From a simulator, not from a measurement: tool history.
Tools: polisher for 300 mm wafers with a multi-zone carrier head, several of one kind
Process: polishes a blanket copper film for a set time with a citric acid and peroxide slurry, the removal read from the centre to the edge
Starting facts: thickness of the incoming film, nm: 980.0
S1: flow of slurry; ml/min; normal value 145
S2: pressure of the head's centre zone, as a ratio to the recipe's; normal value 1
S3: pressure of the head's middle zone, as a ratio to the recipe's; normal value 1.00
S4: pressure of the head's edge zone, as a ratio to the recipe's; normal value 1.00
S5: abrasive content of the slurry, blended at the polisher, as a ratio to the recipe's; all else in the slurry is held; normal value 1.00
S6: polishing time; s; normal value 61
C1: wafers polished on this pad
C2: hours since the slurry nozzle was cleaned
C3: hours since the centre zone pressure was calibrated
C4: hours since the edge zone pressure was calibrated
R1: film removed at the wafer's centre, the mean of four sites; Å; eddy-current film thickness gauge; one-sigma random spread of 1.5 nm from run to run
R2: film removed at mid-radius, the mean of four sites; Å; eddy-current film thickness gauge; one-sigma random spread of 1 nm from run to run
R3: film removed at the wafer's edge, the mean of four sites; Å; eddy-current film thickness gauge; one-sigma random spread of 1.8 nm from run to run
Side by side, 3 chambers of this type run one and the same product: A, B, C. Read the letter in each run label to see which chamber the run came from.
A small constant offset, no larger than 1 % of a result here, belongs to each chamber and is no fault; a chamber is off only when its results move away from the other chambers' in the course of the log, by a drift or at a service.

{"run": "1C", "hour": 6.0, "S1": 145, "S2": 1, "S3": 1.0, "S4": 1.0, "S5": 1.0, "S6": 61, "C1": 464, "C2": 569.0, "C3": 510.4, "C4": 280.2, "R1": 1560.8, "R2": 1581.6, "R3": 1576.7}
{"run": "2A", "hour": 17.2, "S1": 145, "S2": 1, "S3": 1.0, "S4": 1.0, "S5": 1.0, "S6": 61, "C1": 399, "C2": 516.6, "C3": 184.5, "C4": 112.4, "R1": 1591.1, "R2": 1605.2, "R3": 1610.0}
{"run": "3B", "hour": 25.8, "S1": 145, "S2": 1, "S3": 1.0, "S4": 1.0, "S5": 1.0, "S6": 61, "C1": 164, "C2": 611.8, "C3": 835.3, "C4": 267.0, "R1": 1583.1, "R2": 1586.5, "R3": 1558.4}
{"run": "4C", "hour": 37.8, "S1": 145, "S2": 1, "S3": 1.0, "S4": 1.0, "S5": 1.0, "S6": 61, "C1": 647, "C2": 600.8, "C3": 542.2, "C4": 312.0, "R1": 1575.4, "R2": 1573.6, "R3": 1573.5}
{"run": "5B", "hour": 44.2, "S1": 165, "S2": 1, "S3": 1.0, "S4": 1.0, "S5": 0.7, "S6": 61, "C1": 270, "C2": 630.2, "C3": 853.7, "C4": 285.4, "R1": 1509.0, "R2": 1515.6, "R3": 1486.3}
{"run": "6A", "hour": 53.4, "S1": 165, "S2": 1, "S3": 1.0, "S4": 1.0, "S5": 0.7, "S6": 61, "C1": 607, "C2": 552.8, "C3": 220.7, "C4": 148.6, "R1": 1507.7, "R2": 1528.5, "R3": 1490.7}
{"run": "7C", "hour": 61.2, "S1": 165, "S2": 1, "S3": 1.0, "S4": 1.0, "S5": 0.7, "S6": 61, "C1": 781, "C2": 624.2, "C3": 565.6, "C4": 335.4, "R1": 1520.3, "R2": 1491.0, "R3": 1478.0}
{"run": "8A", "hour": 67.8, "S1": 145, "S2": 1, "S3": 1.0, "S4": 1.0, "S5": 1.0, "S6": 61, "C1": 690, "C2": 567.2, "C3": 235.1, "C4": 163.0, "R1": 1591.9, "R2": 1594.7, "R3": 1610.1}
{"hour": 68.1, "done": "chamber C: worn pad replaced by a new one"}
{"run": "9B", "hour": 75.9, "S1": 145, "S2": 1, "S3": 1.11, "S4": 0.93, "S5": 1.0, "S6": 61, "C1": 452, "C2": 661.9, "C3": 885.4, "C4": 317.1, "R1": 1570.6, "R2": 1727.4, "R3": 1496.2}
{"hour": 77.0, "done": "chamber B: worn pad replaced by a new one"}
{"run": "10C", "hour": 82.0, "S1": 145, "S2": 1, "S3": 1.11, "S4": 0.93, "S5": 1.0, "S6": 61, "C1": 80, "C2": 645.0, "C3": 586.4, "C4": 356.2, "R1": 1587.1, "R2": 1715.8, "R3": 1497.7}
{"run": "11B", "hour": 92.8, "S1": 145, "S2": 1, "S3": 1.11, "S4": 0.93, "S5": 1.0, "S6": 61, "C1": 91, "C2": 678.8, "C3": 902.3, "C4": 334.0, "R1": 1582.6, "R2": 1751.8, "R3": 1551.9}
{"hour": 97.6, "done": "chamber A: worn pad replaced by a new one"}
{"run": "12A", "hour": 103.8, "S1": 145, "S2": 1, "S3": 1.0, "S4": 1.0, "S5": 1.0, "S6": 61, "C1": 35, "C2": 603.2, "C3": 271.1, "C4": 199.0, "R1": 1572.4, "R2": 1599.2, "R3": 1614.5}
{"run": "13A", "hour": 111.4, "S1": 145, "S2": 1, "S3": 1.0, "S4": 1.0, "S5": 1.0, "S6": 61, "C1": 79, "C2": 610.8, "C3": 278.7, "C4": 206.6, "R1": 1572.4, "R2": 1606.4, "R3": 1585.7}
{"run": "14C", "hour": 119.2, "S1": 145, "S2": 1, "S3": 1.0, "S4": 1.0, "S5": 1.0, "S6": 61, "C1": 294, "C2": 682.2, "C3": 623.6, "C4": 393.4, "R1": 1585.2, "R2": 1570.5, "R3": 1591.2}
{"run": "15B", "hour": 129.0, "S1": 145, "S2": 1, "S3": 1.0, "S4": 1.0, "S5": 1.0, "S6": 61, "C1": 299, "C2": 715.0, "C3": 938.5, "C4": 370.2, "R1": 1571.9, "R2": 1563.9, "R3": 1560.0}
{"run": "16C", "hour": 135.3, "S1": 180, "S2": 1, "S3": 1.0, "S4": 1.0, "S5": 1.0, "S6": 54, "C1": 387, "C2": 698.3, "C3": 639.7, "C4": 409.5, "R1": 1470.1, "R2": 1442.2, "R3": 1407.6}
{"run": "17B", "hour": 141.0, "S1": 180, "S2": 1, "S3": 1.0, "S4": 1.0, "S5": 1.0, "S6": 54, "C1": 368, "C2": 727.0, "C3": 950.5, "C4": 382.2, "R1": 1451.1, "R2": 1445.6, "R3": 1425.1}
{"hour": 143.2, "done": "chamber C: edge zone pressure recalibrated"}
{"run": "18A", "hour": 151.6, "S1": 180, "S2": 1, "S3": 1.0, "S4": 1.0, "S5": 1.0, "S6": 54, "C1": 310, "C2": 651.0, "C3": 318.9, "C4": 246.8, "R1": 1472.3, "R2": 1459.0, "R3": 1454.3}
{"run": "19C", "hour": 157.1, "S1": 145, "S2": 1, "S3": 1.0, "S4": 1.0, "S5": 1.0, "S6": 61, "C1": 512, "C2": 720.1, "C3": 661.5, "C4": 14.0, "R1": 1572.0, "R2": 1556.2, "R3": 1556.6}
{"hour": 164.5, "done": "chamber B: worn pad replaced by a new one"}
{"run": "20A", "hour": 167.7, "S1": 145, "S2": 1, "S3": 1.0, "S4": 1.0, "S5": 1.25, "S6": 61, "C1": 403, "C2": 667.1, "C3": 335.0, "C4": 262.9, "R1": 1691.1, "R2": 1686.3, "R3": 1656.6}
{"hour": 168.0, "done": "chamber A: centre zone pressure recalibrated"}
{"run": "21B", "hour": 179.9, "S1": 145, "S2": 1, "S3": 1.0, "S4": 1.0, "S5": 1.25, "S6": 61, "C1": 88, "C2": 765.9, "C3": 989.4, "C4": 421.1, "R1": 1674.0, "R2": 1654.4, "R3": 1676.3}
{"hour": 182.8, "done": "chamber C: centre zone pressure recalibrated"}
{"run": "22C", "hour": 191.8, "S1": 145, "S2": 1, "S3": 1.0, "S4": 1.0, "S5": 1.25, "S6": 61, "C1": 712, "C2": 754.8, "C3": 9.1, "C4": 48.7, "R1": 1477.3, "R2": 1659.3, "R3": 1640.4}
{"hour": 196.7, "done": "chamber C: slurry nozzle cleaned"}
{"run": "23B", "hour": 198.7, "S1": 145, "S2": 1, "S3": 1.0, "S4": 1.0, "S5": 1.0, "S6": 61, "C1": 197, "C2": 784.7, "C3": 1008.2, "C4": 439.9, "R1": 1569.7, "R2": 1592.9, "R3": 1581.3}
{"hour": 201.4, "done": "chamber B: centre zone pressure recalibrated"}
{"hour": 203.5, "done": "chamber C: worn pad replaced by a new one"}
{"run": "24A", "hour": 207.7, "S1": 145, "S2": 1, "S3": 1.0, "S4": 1.0, "S5": 1.0, "S6": 61, "C1": 633, "C2": 707.1, "C3": 39.7, "C4": 302.9, "R1": 1625.5, "R2": 1592.9, "R3": 1606.1}
{"hour": 211.3, "done": "chamber A: worn pad replaced by a new one"}
{"run": "25B", "hour": 216.7, "S1": 145, "S2": 1, "S3": 1.0, "S4": 1.0, "S5": 1.0, "S6": 61, "C1": 300, "C2": 802.7, "C3": 15.3, "C4": 457.9, "R1": 1567.7, "R2": 1589.2, "R3": 1570.3}
{"run": "26A", "hour": 223.7, "S1": 145, "S2": 1, "S3": 1.0, "S4": 1.0, "S5": 1.0, "S6": 61, "C1": 71, "C2": 723.1, "C3": 55.7, "C4": 318.9, "R1": 1594.0, "R2": 1596.0, "R3": 1598.8}
{"run": "27C", "hour": 229.5, "S1": 145, "S2": 1, "S3": 1.0, "S4": 1.0, "S5": 1.0, "S6": 61, "C1": 149, "C2": 32.8, "C3": 46.8, "C4": 86.4, "R1": 1441.6, "R2": 1579.8, "R3": 1560.0}
{"run": "28C", "hour": 241.2, "S1": 145, "S2": 1, "S3": 1.0, "S4": 1.0, "S5": 1.0, "S6": 61, "C1": 217, "C2": 44.5, "C3": 58.5, "C4": 98.1, "R1": 1432.7, "R2": 1583.9, "R3": 1574.8}
{"run": "29A", "hour": 251.1, "S1": 145, "S2": 1, "S3": 1.0, "S4": 1.0, "S5": 1.0, "S6": 61, "C1": 229, "C2": 750.5, "C3": 83.1, "C4": 346.3, "R1": 1592.0, "R2": 1603.8, "R3": 1583.3}
{"run": "30B", "hour": 260.1, "S1": 145, "S2": 1, "S3": 1.0, "S4": 1.0, "S5": 1.0, "S6": 61, "C1": 550, "C2": 846.1, "C3": 58.7, "C4": 501.3, "R1": 1571.5, "R2": 1590.5, "R3": 1581.8}
{"hour": 260.6, "done": "chamber B: worn pad replaced by a new one"}
{"run": "31B", "hour": 271.6, "S1": 145, "S2": 1, "S3": 1.0, "S4": 1.06, "S5": 1.0, "S6": 61, "C1": 63, "C2": 857.6, "C3": 70.2, "C4": 512.8, "R1": 1600.5, "R2": 1570.9, "R3": 1614.1}
{"hour": 275.3, "done": "chamber A: slurry nozzle cleaned"}
{"run": "32A", "hour": 281.4, "S1": 145, "S2": 1, "S3": 1.0, "S4": 1.06, "S5": 1.0, "S6": 61, "C1": 404, "C2": 6.1, "C3": 113.4, "C4": 376.6, "R1": 1560.7, "R2": 1595.0, "R3": 1632.7}
{"run": "33C", "hour": 287.6, "S1": 145, "S2": 1, "S3": 1.0, "S4": 1.06, "S5": 1.0, "S6": 61, "C1": 484, "C2": 90.9, "C3": 104.9, "C4": 144.5, "R1": 1400.7, "R2": 1573.5, "R3": 1597.5}
{"run": "34B", "hour": 298.5, "S1": 145, "S2": 1, "S3": 1.0, "S4": 1.0, "S5": 1.0, "S6": 61, "C1": 218, "C2": 884.5, "C3": 97.1, "C4": 539.7, "R1": 1594.7, "R2": 1587.6, "R3": 1584.1}
{"run": "35C", "hour": 304.2, "S1": 145, "S2": 1, "S3": 1.0, "S4": 1.0, "S5": 1.0, "S6": 61, "C1": 579, "C2": 107.5, "C3": 121.5, "C4": 161.1, "R1": 1422.0, "R2": 1583.1, "R3": 1567.9}

Has any chamber moved away from the others, gradually or after a service, or does the common gauge drift, or do the chambers differ only by their own small steady offsets? State the chamber and the most likely cause if one applies.

Chamber C has stood off from the others ever since a service on it.
Likeliest cause: centre zone's pressure below its setpoint, % = 8.72.

Below are 4 candidate recipes for chamber C's next run, each the usual settings with a change, their results shown as question marks. Which of them brings C's results back in line with what the other chambers give on the usual settings?
In-line tolerance around the mean of the other chambers on the usual settings: R1 51.0 Å; R2 35.0 Å; R3 63.0 Å
{"run": "36C-1", "hour": 313.1, "S1": 135, "S2": 0.85, "S3": 1.02, "S4": 1.05, "S5": 1.0, "S6": 60, "R1": "?", "R2": "?", "R3": "?"}
{"run": "36C-2", "hour": 313.1, "S1": 160, "S2": 1.16, "S3": 0.97, "S4": 0.94, "S5": 1.0, "S6": 63, "R1": "?", "R2": "?", "R3": "?"}
{"run": "36C-3", "hour": 313.1, "S1": 150, "S2": 1.07, "S3": 0.99, "S4": 0.97, "S5": 1.0, "S6": 62, "R1": "?", "R2": "?", "R3": "?"}
{"run": "36C-4", "hour": 313.1, "S1": 140, "S2": 0.93, "S3": 1.01, "S4": 1.03, "S5": 1.0, "S6": 60, "R1": "?", "R2": "?", "R3": "?"}

Other chambers, usual settings, mean: R1 1584.4 Å; R2 1592.9 Å; R3 1584.5 Å
run=36C-1 R1=1149.6 R2=1557.3 R3=1575.7
run=36C-2 R1=1776.7 R2=1612.0 R3=1599.0
run=36C-3 R1=1577.6 R2=1597.7 R3=1585.3
run=36C-4 R1=1284.6 R2=1554.4 R3=1568.0
The right change is 36C-3: it brings the chamber back within the allowed miss of the others.
